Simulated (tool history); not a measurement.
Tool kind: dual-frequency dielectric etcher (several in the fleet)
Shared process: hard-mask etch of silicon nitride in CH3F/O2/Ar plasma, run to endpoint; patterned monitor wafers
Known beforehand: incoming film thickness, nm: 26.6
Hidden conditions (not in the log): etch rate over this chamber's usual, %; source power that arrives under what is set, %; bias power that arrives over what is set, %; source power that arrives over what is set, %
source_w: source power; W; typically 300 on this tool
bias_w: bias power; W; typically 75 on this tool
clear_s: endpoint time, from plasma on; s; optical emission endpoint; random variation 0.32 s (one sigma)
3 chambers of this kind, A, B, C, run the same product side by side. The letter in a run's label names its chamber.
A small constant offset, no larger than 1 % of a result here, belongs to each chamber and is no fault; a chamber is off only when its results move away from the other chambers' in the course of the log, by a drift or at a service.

run,hour,source_w,bias_w,hours since the last wet clean,hours since the last source power generator calibration,hours since the last bias power generator calibration,clear_s
1C,14.8,300,75,53.7,539.8,3350,43.109
2A,25.9,300,75,122,3639.3,102.6,43.104
3B,38.6,300,75,203,44.7,2007.6,42.723
4A,52.9,300,75,149,3666.3,129.6,42.667
# hour 60.9: chamber A: source power generator calibrated
5C,64.7,300,75,103.6,589.7,3399.9,42.072
6B,73.2,300,75,237.6,79.3,2042.2,42.454
7C,81.8,300,75,120.7,606.8,3417,42.533
8B,89.4,300,75,253.8,95.5,2058.4,42.26
9A,101.7,260,75,197.8,40.9,178.4,44.977
10A,117.3,260,75,213.4,56.5,194,44.578
11B,130.8,260,75,295.2,136.9,2099.8,45.157
12C,145.9,300,75,184.8,670.9,3481.1,42.637
# hour 154.8: chamber C: bias power generator calibrated
13A,156.8,300,75,252.9,96,233.5,42.5
14C,167.9,300,75,206.8,692.9,13.1,42.418
15B,182.5,300,75,346.9,188.6,2151.5,43.04
16C,191.6,300,75,230.5,716.6,36.8,43.01
17A,198.9,300,75,295,138.1,275.6,42.75
18B,206.3,360,75,370.7,212.4,2175.3,39.708
19C,221.3,360,75,260.2,746.3,66.5,39.433
20A,236.2,360,75,332.3,175.4,312.9,39.812
21B,250.7,300,75,415.1,256.8,2219.7,42.876
22A,262.6,300,75,358.7,201.8,339.3,42.473
23C,274.3,300,75,313.2,799.3,119.5,42.321
24B,284.3,300,75,448.7,290.4,2253.3,42.465
25A,294.5,300,75,390.6,233.7,371.2,42.759
26B,306.4,240,68,470.8,312.5,2275.4,47.965
# hour 309.4: chamber A: wet clean of the chamber
# hour 309.8: chamber C: wet clean of the chamber
27C,316.7,240,68,6.9,841.7,161.9,47.424
28B,324.5,240,68,488.9,330.6,2293.5,47.817
29A,334.6,300,75,25.2,273.8,411.3,42.632
30C,349.6,330,75,39.8,874.6,194.8,40.967
31B,359.5,330,75,523.9,365.6,2328.5,41.021
32C,367.4,330,75,57.6,892.4,212.6,41.352
33A,379,300,75,69.6,318.2,455.7,42.101
34C,388.9,300,75,79.1,913.9,234.1,42.23
35A,403.3,300,75,93.9,342.5,480,41.696

Each of the 3 chambers runs these same settings next. Fill in every chamber's results:
36A,414.7,300,57,,,,?
36B,414.7,300,57,,,,?
36C,414.7,300,57,,,,?

run,clear_s
36A,46.771
36B,46.403
36C,46.637
